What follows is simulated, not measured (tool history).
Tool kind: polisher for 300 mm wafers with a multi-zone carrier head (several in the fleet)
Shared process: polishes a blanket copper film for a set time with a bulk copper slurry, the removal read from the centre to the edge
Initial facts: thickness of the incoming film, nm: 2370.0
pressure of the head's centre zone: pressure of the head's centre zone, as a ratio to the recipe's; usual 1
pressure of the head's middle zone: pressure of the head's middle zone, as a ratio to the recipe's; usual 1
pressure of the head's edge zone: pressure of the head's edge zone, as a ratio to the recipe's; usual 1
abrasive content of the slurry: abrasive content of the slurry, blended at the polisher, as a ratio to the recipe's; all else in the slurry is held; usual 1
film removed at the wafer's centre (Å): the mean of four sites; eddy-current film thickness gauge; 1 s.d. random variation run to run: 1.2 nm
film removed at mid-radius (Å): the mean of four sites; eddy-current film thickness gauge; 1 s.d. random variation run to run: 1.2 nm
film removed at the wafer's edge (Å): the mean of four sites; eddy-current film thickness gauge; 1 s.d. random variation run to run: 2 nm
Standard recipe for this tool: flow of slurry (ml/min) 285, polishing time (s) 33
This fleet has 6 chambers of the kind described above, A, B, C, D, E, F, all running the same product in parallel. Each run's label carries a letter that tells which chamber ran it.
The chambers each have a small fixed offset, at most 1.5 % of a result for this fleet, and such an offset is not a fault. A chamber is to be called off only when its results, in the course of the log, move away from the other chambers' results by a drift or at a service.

run,hour,flow of slurry (ml/min),pressure of the head's centre zone,pressure of the head's middle zone,pressure of the head's edge zone,abrasive content of the slurry,polishing time (s),wafers polished on this pad,hours since the slurry nozzle was cleaned,hours since the centre zone pressure was calibrated,hours since the edge zone pressure was calibrated,film removed at the wafer's centre (Å),film removed at mid-radius (Å),film removed at the wafer's edge (Å)
1D,11.7,285,1,1,1,1,33,784,267.5,517.8,311.1,1567.7,1540.1,1575.1
2C,19.8,285,1,1,1,1,33,714,248.4,959.2,62.2,1558.6,1523.5,1586.7
# hour 21.8: chamber F: centre zone pressure recalibrated
3E,29.6,285,1,1,1,1,33,927,348,694.1,627.5,1537.4,1536.4,1524.3
# hour 36.6: chamber E: worn pad replaced by a new one
4F,39.3,285,1,1,1,1,33,1140,217.6,17.6,703.9,1535.6,1551.6,1529.4
# hour 39.6: chamber F: worn pad replaced by a new one
# hour 42.6: chamber C: worn pad replaced by a new one
5B,51.1,285,1,1,1,1,33,960,690.3,464.1,312.7,1530.5,1552.4,1563.7
6A,60.8,285,1,1,1,1,33,1166,295.7,372.4,221,1525.1,1539.5,1549.7
# hour 67.3: chamber B: edge zone pressure recalibrated
7D,68.2,285,1,1,1,1,33,1574,324,574.3,367.6,1551.8,1532.3,1554.3
# hour 77.2: chamber A: worn pad replaced by a new one
8C,79.1,285,0.95,1,1,1,40,510,307.7,1018.5,121.5,1775.6,1845.6,1921
# hour 82.5: chamber D: centre zone pressure recalibrated
9A,90,285,0.95,1,1,1,40,179,324.9,401.6,250.2,1748.8,1862.7,1819.5
# hour 94.8: chamber B: worn pad replaced by a new one
10E,98.4,285,0.95,1,1,1,40,864,416.8,762.9,696.3,1735.3,1878,1825.3
# hour 102.4: chamber E: worn pad replaced by a new one
11B,105.5,285,0.95,1,1,1,40,150,744.7,518.5,38.3,1760.7,1860.6,1888.1
# hour 109.2: chamber C: worn pad replaced by a new one
# hour 111.5: chamber E: slurry nozzle cleaned
12F,111.8,285,0.95,1,1,1,40,1010,290.1,90.1,776.4,1755.4,1881.5,1856.9
13A,120.3,285,0.95,1,1,1,40,602,355.2,431.9,280.5,1759.7,1896.3,1820.5
14D,126.6,285,1,1,0.94,0.7,33,2390,382.4,44.2,426,1445.4,1413.1,1374.2
# hour 128.4: chamber F: worn pad replaced by a new one
15E,137,285,1,1,0.94,0.7,33,484,25.5,801.5,734.9,1444.1,1427.1,1381.1
# hour 141: chamber C: centre zone pressure recalibrated
16B,148.2,285,1,1,0.94,0.7,33,747,787.4,561.2,81,1447.9,1447,1386
# hour 149.4: chamber A: edge zone pressure recalibrated
17C,157.1,285,1,1,0.94,0.7,33,670,385.7,16.2,199.5,1441.7,1419.1,1380.4
# hour 158.9: chamber D: edge zone pressure recalibrated
# hour 159.7: chamber B: slurry nozzle cleaned
# hour 162.2: chamber E: worn pad replaced by a new one
# hour 162.8: chamber B: centre zone pressure recalibrated
18F,169.2,285,1,1,0.94,0.7,33,570,347.5,147.5,833.8,1431,1428.1,1340.4
# hour 172.5: chamber A: worn pad replaced by a new one
# hour 176.8: chamber C: worn pad replaced by a new one
19A,181,285,1,1,0.94,0.7,33,120,415.9,492.6,31.6,1406.1,1411.7,1380.5
20E,188.4,285,1,1,1,1,33,366,76.9,852.9,786.3,1552.1,1538.7,1520.5
# hour 189: chamber B: worn pad replaced by a new one
21F,197.7,285,1,1,1,1,33,969,376,176,862.3,1541.4,1560.6,1528.4
22D,203.6,285,1,1,1,1,33,3466,459.4,121.2,44.7,1499.2,1490.2,1512.9
23C,210.6,285,1,1,1,1,33,473,439.2,69.7,253,1562.6,1527.4,1534
# hour 217.9: chamber A: slurry nozzle cleaned
24B,221.2,285,1,1,1,1,33,450,61.5,58.4,154,1549,1548.6,1598.8
# hour 229.8: chamber F: worn pad replaced by a new one
25D,230.8,285,1,1,1,1,33,3846,486.6,148.4,71.9,1492.7,1461.1,1491.8
# hour 235.6: chamber E: worn pad replaced by a new one
# hour 236.8: chamber C: worn pad replaced by a new one
26C,242.6,285,1,1,1,1,33,81,471.2,101.7,285,1541.9,1520.6,1527
27E,250.1,285,1,1,1,1,33,203,138.6,914.6,848,1540,1533.7,1520.8
# hour 254.4: chamber A: worn pad replaced by a new one
28B,256.2,285,1,0.96,1,1,21,940,96.5,93.4,189,971.65,954.78,998.32
29F,264.4,285,1,0.96,1,1,21,483,442.7,242.7,929,983.01,945.54,986.04
# hour 271.9: chamber E: centre zone pressure recalibrated
30A,275.5,285,1,0.96,1,1,21,296,57.6,587.1,126.1,976.14,960.28,977.18
# hour 279.7: chamber B: worn pad replaced by a new one
31A,281.1,285,1,0.96,1,1,21,374,63.2,592.7,131.7,956.97,950.62,966.76
32D,287.1,285,1,0.96,1,1,21,4633,542.9,204.7,128.2,912.41,868.53,931.72
# hour 294.1: chamber E: worn pad replaced by a new one
33F,294.3,285,1,0.96,1,1,21,901,472.6,272.6,958.9,966.07,951.63,989.59
# hour 296.6: chamber C: worn pad replaced by a new one
34E,302.5,285,1,1,1,1,33,118,191,30.6,900.4,1558,1557.1,1509.8
35B,312.8,285,1,1,1,1,33,463,153.1,150,245.6,1533.2,1573.1,1561.5
36C,322.6,285,1,1,1,1,33,364,551.2,181.7,365,1557.9,1521.9,1528.7

The same settings go to every chamber for the next run, one line per chamber below. Forecast the results for each:
37A,331.3,285,1,1.04,1,1,33,,,,,?,?,?
37B,331.3,285,1,1.04,1,1,33,,,,,?,?,?
37C,331.3,285,1,1.04,1,1,33,,,,,?,?,?
37D,331.3,285,1,1.04,1,1,33,,,,,?,?,?
37E,331.3,285,1,1.04,1,1,33,,,,,?,?,?
37F,331.3,285,1,1.04,1,1,33,,,,,?,?,?

run,film removed at the wafer's centre (Å),film removed at mid-radius (Å),film removed at the wafer's edge (Å)
37A,1561.8,1587.9,1508.9
37B,1533.4,1603.6,1581
37C,1547.8,1596.2,1536.8
37D,1420,1469.8,1454
37E,1548.7,1592,1517.6
37F,1544.9,1594.4,1548.6
